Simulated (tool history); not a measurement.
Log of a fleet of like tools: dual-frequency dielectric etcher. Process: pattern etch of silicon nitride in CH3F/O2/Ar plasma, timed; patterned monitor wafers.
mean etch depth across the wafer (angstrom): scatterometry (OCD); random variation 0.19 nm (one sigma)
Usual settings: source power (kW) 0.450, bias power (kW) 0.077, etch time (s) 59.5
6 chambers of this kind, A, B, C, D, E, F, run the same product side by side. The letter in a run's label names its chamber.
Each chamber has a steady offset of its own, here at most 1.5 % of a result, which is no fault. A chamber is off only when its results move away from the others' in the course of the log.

run   hour  source power (kW)  bias power (kW)  etch time (s)  read-back reference wafer on the same gauge, depth_nm  mean etch depth across the wafer (angstrom)
 1C    8.0              0.450            0.077           59.5                                                 36.021                                       444.68
 2D   20.7              0.450            0.077           59.5                                                 36.016                                       450.67
 3A   34.1              0.450            0.077           59.5                                                 36.002                                       445.32
 4F   48.8              0.450            0.077           59.5                                                 36.011                                       445.80
 5B   61.0              0.450            0.077           59.5                                                 35.966                                       440.43
 6E   75.3              0.450            0.077           59.5                                                 36.008                                       442.48
 7F   90.6              0.450            0.077           59.5                                                 36.001                                       450.50
 8C  103.0              0.450            0.077           51.0                                                 36.028                                       384.47
     103.5  -- chamber F: wet clean of the chamber
 9D  115.9              0.450            0.077           51.0                                                 35.966                                       384.90
10A  125.5              0.450            0.077           51.0                                                 36.015                                       379.21
11E  133.9              0.450            0.077           51.0                                                 36.012                                       385.65
12B  141.4              0.450            0.077           51.0                                                 36.000                                       375.90
13E  154.2              0.450            0.077           51.0                                                 36.023                                       381.61
     164.3  -- chamber E: wet clean of the chamber
14D  165.8              0.450            0.077           59.5                                                 36.005                                       446.65
     173.3  -- chamber A: wet clean of the chamber
15A  174.0              0.450            0.077           59.5                                                 35.994                                       467.15
16C  183.7              0.450            0.077           59.5                                                 35.996                                       445.93
17B  198.5              0.450            0.077           59.5                                                 36.013                                       442.48
     200.7  -- chamber D: wet clean of the chamber
18F  212.8              0.450            0.077           59.5                                                 35.983                                       450.98
19D  221.8              0.450            0.077           59.5                                                 35.965                                       447.89
20B  236.3              0.540            0.094           59.5                                                 35.990                                       510.34
21C  249.6              0.540            0.094           59.5                                                 36.015                                       517.35
     251.3  -- chamber C: wet clean of the chamber
22F  261.8              0.540            0.094           59.5                                                 35.994                                       520.06
23A  268.7              0.540            0.094           59.5                                                 35.983                                       533.80
24E  282.2              0.540            0.094           59.5                                                 36.014                                       512.86
25B  296.6              0.540            0.094           59.5                                                 36.017                                       506.98
26A  303.6              0.450            0.077           59.5                                                 35.986                                       468.73
27C  318.3              0.450            0.077           59.5                                                 35.997                                       447.15
28D  329.8              0.450            0.077           59.5                                                 35.984                                       451.08
29E  343.7              0.450            0.077           59.5                                                 35.969                                       448.92
30F  356.3              0.450            0.077           59.5                                                 35.970                                       451.91
31B  367.3              0.450            0.077           59.5                                                 36.023                                       437.47
32C  379.0              0.450            0.077           59.5                                                 35.998                                       447.06
33E  394.3              0.450            0.066           59.5                                                 35.979                                       422.15
34A  407.9              0.450            0.066           59.5                                                 36.022                                       439.78
35D  417.1              0.450            0.066           59.5                                                 35.982                                       425.13
36F  428.7              0.450            0.066           59.5                                                 36.017                                       427.68

What goes on in this fleet: one chamber off, a drifting gauge, or nothing beyond the chambers' own small offsets? Name the chamber and the cause, if any.

A service left chamber A off against the others.
Cause: etch rate over this chamber's usual, % = 4.76.

Here are 4 candidates for chamber A's next run, each the usual settings with a change, their results left as question marks. Which one brings its results back in line with what the others give on the usual settings?
In line means no further than this from the other chambers' mean on the usual settings: mean etch depth across the wafer (angstrom) 6.60
37A-1  440.1              0.450            0.077           58.5                                                                                                   ?
37A-2  440.1              0.450            0.077           62.0                                                                                                   ?
37A-3  440.1              0.470            0.077           59.5                                                                                                   ?
37A-4  440.1              0.450            0.077           57.0                                                                                                   ?

The other chambers' mean on the usual settings: mean etch depth across the wafer (angstrom) 446.45
  run  mean etch depth across the wafer (angstrom)
37A-1                                       457.13
37A-2                                       484.48
37A-3                                       472.67
37A-4                                       445.41
37A-4 brings the chamber back in line.

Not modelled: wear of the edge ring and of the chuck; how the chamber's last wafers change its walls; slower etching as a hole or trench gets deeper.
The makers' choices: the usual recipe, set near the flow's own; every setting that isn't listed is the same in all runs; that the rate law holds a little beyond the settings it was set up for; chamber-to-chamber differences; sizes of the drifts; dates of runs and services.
